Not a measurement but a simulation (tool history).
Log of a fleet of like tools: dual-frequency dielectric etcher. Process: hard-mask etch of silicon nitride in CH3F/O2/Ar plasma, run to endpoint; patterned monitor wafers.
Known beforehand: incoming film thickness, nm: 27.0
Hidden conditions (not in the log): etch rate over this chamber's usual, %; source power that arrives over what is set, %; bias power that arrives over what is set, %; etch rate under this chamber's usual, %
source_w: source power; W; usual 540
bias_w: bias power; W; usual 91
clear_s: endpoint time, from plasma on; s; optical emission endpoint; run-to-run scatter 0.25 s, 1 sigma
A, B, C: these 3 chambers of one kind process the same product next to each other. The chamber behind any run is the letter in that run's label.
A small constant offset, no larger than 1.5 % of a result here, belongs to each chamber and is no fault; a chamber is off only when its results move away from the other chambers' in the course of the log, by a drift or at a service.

run   hour  source_w  bias_w  hours since the last wet clean  hours since the last source power generator calibration  hours since the last bias power generator calibration  clear_s
 1C    2.4       540      91                            84.0                                                   1087.5                                                  988.6   31.591
 2B    7.3       540      91                           514.7                                                   3297.8                                                 1637.5   32.229
 3A   12.1       540      91                           171.5                                                   2561.5                                                 2938.3   31.675
 4B   15.7       540      91                           523.1                                                   3306.2                                                 1645.9   31.682
 5C   20.6       460      91                           102.2                                                   1105.7                                                 1006.8   34.112
 6A   24.0       460      91                           183.4                                                   2573.4                                                 2950.2   34.170
 7C   26.5       460      91                           108.1                                                   1111.6                                                 1012.7   33.491
 8A   29.6       540      91                           189.0                                                   2579.0                                                 2955.8   31.750
 9B   32.2       540      91                           539.6                                                   3322.7                                                 1662.4   32.067
10B   35.8       540      91                           543.2                                                   3326.3                                                 1666.0   32.249
11C   40.0       540      91                           121.6                                                   1125.1                                                 1026.2   31.731
12A   42.5       540      91                           201.9                                                   2591.9                                                 2968.7   31.926
13A   45.0       540      91                           204.4                                                   2594.4                                                 2971.2   32.282
14C   48.7       540      91                           130.3                                                   1133.8                                                 1034.9   31.661
15B   52.3       540      91                           559.7                                                   3342.8                                                 1682.5   32.062
16B   57.5       540      91                           564.9                                                   3348.0                                                 1687.7   31.902
17A   61.2       650      70                           220.6                                                   2610.6                                                 2987.4   32.158
18C   65.9       650      70                           147.5                                                   1151.0                                                 1052.1   32.313
19C   71.2       650      70                           152.8                                                   1156.3                                                 1057.4   33.096
20B   76.1       540      91                           583.5                                                   3366.6                                                 1706.3   32.218
21A   80.0       540      91                           239.4                                                   2629.4                                                 3006.2   31.961
22A   82.7       540      91                           242.1                                                   2632.1                                                 3008.9   31.880
23B   85.1       540      91                           592.5                                                   3375.6                                                 1715.3   31.895
24C   90.5       590     113                           172.1                                                   1175.6                                                 1076.7   28.443
25B   95.6       590     113                           603.0                                                   3386.1                                                 1725.8   28.673
26A  100.1       590     113                           259.5                                                   2649.5                                                 3026.3   28.681
27C  104.2       540      91                           185.8                                                   1189.3                                                 1090.4   31.859
28B  107.4       540      91                           614.8                                                   3397.9                                                 1737.6   32.089
29A  110.4       540      91                           269.8                                                   2659.8                                                 3036.6   31.603
30C  113.6       540      91                           195.2                                                   1198.7                                                 1099.8   31.896

Next, every chamber runs the same settings. What will each give?
31A  117.5       540      91                                                                                                                                                        ?
31B  117.5       540      91                                                                                                                                                        ?
31C  117.5       540      91                                                                                                                                                        ?

run  clear_s
31A   32.112
31B   32.211
31C   31.140
